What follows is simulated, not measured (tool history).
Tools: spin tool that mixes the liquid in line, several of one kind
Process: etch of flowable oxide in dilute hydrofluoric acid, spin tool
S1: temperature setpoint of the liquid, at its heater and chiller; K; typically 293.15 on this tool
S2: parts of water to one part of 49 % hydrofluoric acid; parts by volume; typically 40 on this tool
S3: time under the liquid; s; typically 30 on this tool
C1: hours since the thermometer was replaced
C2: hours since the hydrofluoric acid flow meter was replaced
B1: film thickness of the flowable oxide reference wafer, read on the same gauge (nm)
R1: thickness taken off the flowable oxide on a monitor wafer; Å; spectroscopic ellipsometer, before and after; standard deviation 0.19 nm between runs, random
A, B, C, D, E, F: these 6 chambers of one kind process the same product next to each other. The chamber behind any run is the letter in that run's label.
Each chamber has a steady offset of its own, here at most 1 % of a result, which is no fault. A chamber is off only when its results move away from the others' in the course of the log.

run	hour	S1	S2	S3	C1	C2	B1	R1
1E	4.4	293.15	40	30	141.1	450.4	110.01	246.94
2C	11.4	293.15	40	30	1085.8	740.1	110.01	245.37
3F	18.1	293.15	40	30	971.5	31.1	110.03	243.19
4D	24.5	293.15	40	30	1613.9	1146.2	109.98	242.11
# hour 25: chamber D: thermometer replaced
5B	28.9	293.15	40	30	345.6	842.9	110.01	242.26
6A	36.3	293.15	40	30	294.4	1853.5	110.01	246.72
7D	42.7	293.15	40	30	17.8	1164.4	110.01	245.77
8F	48.5	293.15	40	30	1001.9	61.5	110.01	248.41
9A	55	293.15	40	30	313.1	1872.2	110	249.86
10E	63.1	293.15	40	30	199.8	509.1	110	245.99
11C	71.2	293.15	40	30	1145.6	799.9	109.98	247.01
# hour 73.7: chamber B: hydrofluoric acid flow meter replaced
# hour 75.3: chamber C: hydrofluoric acid flow meter replaced
12B	78.7	293.15	25	30	395.4	5.1	110	394.06
# hour 79: chamber A: hydrofluoric acid flow meter replaced
13F	83.2	293.15	25	30	1036.6	96.2	110	402.64
14C	89.5	293.15	25	30	1163.9	14.2	110	404.49
15D	97.2	293.15	25	30	72.3	1218.9	110.02	409.44
16A	102.1	293.15	25	30	360.2	23.1	109.98	396.09
17E	108.8	293.15	25	30	245.5	554.8	110.01	400.29
18B	115.6	293.15	40	30	432.3	42	109.99	246.27
19B	123.6	293.15	40	30	440.3	50	110	243.65
20A	130.8	293.15	40	30	388.9	51.8	110.04	245.04
21F	134.4	295.15	30	30	1087.8	147.4	110	369.13
22D	139.1	295.15	30	30	114.2	1260.8	110.02	374.72
23C	144.4	295.15	30	30	1218.8	69.1	110.03	366.89
24E	148.4	295.15	30	30	285.1	594.4	109.99	362.02
25B	152.3	295.15	30	30	469	78.7	110.04	359.88
26F	160.3	295.15	30	30	1113.7	173.3	109.99	358.68
27E	168.3	293.15	40	30	305	614.3	109.99	248.39
28D	173.1	293.15	40	30	148.2	1294.8	109.98	253.58
29C	177.3	293.15	40	30	1251.7	102	110.01	243.45
30A	184.9	293.15	40	30	443	105.9	110	242.44
31D	190.9	293.15	40	30	166	1312.6	109.99	255.2
32B	195.2	293.15	40	30	511.9	121.6	110	242.21
33E	201	293.15	40	30	337.7	647	109.99	247.12
34C	208.2	293.15	40	30	1282.6	132.9	109.99	250.2
35A	214.9	293.15	40	35	473	135.9	110.02	280.39
36F	219.4	293.15	40	35	1172.8	232.4	110.01	285.96
37B	227.4	293.15	40	35	544.1	153.8	110.02	283.58
38F	235.1	293.15	40	35	1188.5	248.1	109.99	288.15
39D	239.2	293.15	40	35	214.3	1360.9	109.97	305.69
40C	247.1	293.15	40	35	1321.5	171.8	109.99	288.76
41A	253	293.15	40	30	511.1	174	109.99	242.86

Read the log: is a single chamber off, either drifting away or since a service, is the gauge that measures every chamber drifting, or is nothing wrong beyond small per-chamber offsets? Name any odd chamber and what most likely caused it.

Little by little, chamber D moves away from the other chambers.
Most likely cause: hydrofluoric acid flow above the setpoint (%) = 7.75.
The log may not tell that from: liquid hotter than its thermometer reads (K).

Chamber D could run next with any of the 4 candidate recipes listed below; each alters the usual settings, and their results appear as question marks. Which one brings its results back in line with what the other chambers deliver on the usual settings?
A result is in line if it is within this distance of the other chambers' mean on the usual settings: R1 6.6 Å
42D-1	258.9	292.65	45	30				?
42D-2	258.9	294.65	40	30				?
42D-3	258.9	293.15	35	30				?
42D-4	258.9	291.65	40	30				?

The mean the other chambers reach with the usual settings: R1 245.67 Å
run	R1
42D-1	229.29
42D-2	282.66
42D-3	305.67
42D-4	248.97
42D-4 puts the chamber back in line with the other chambers.
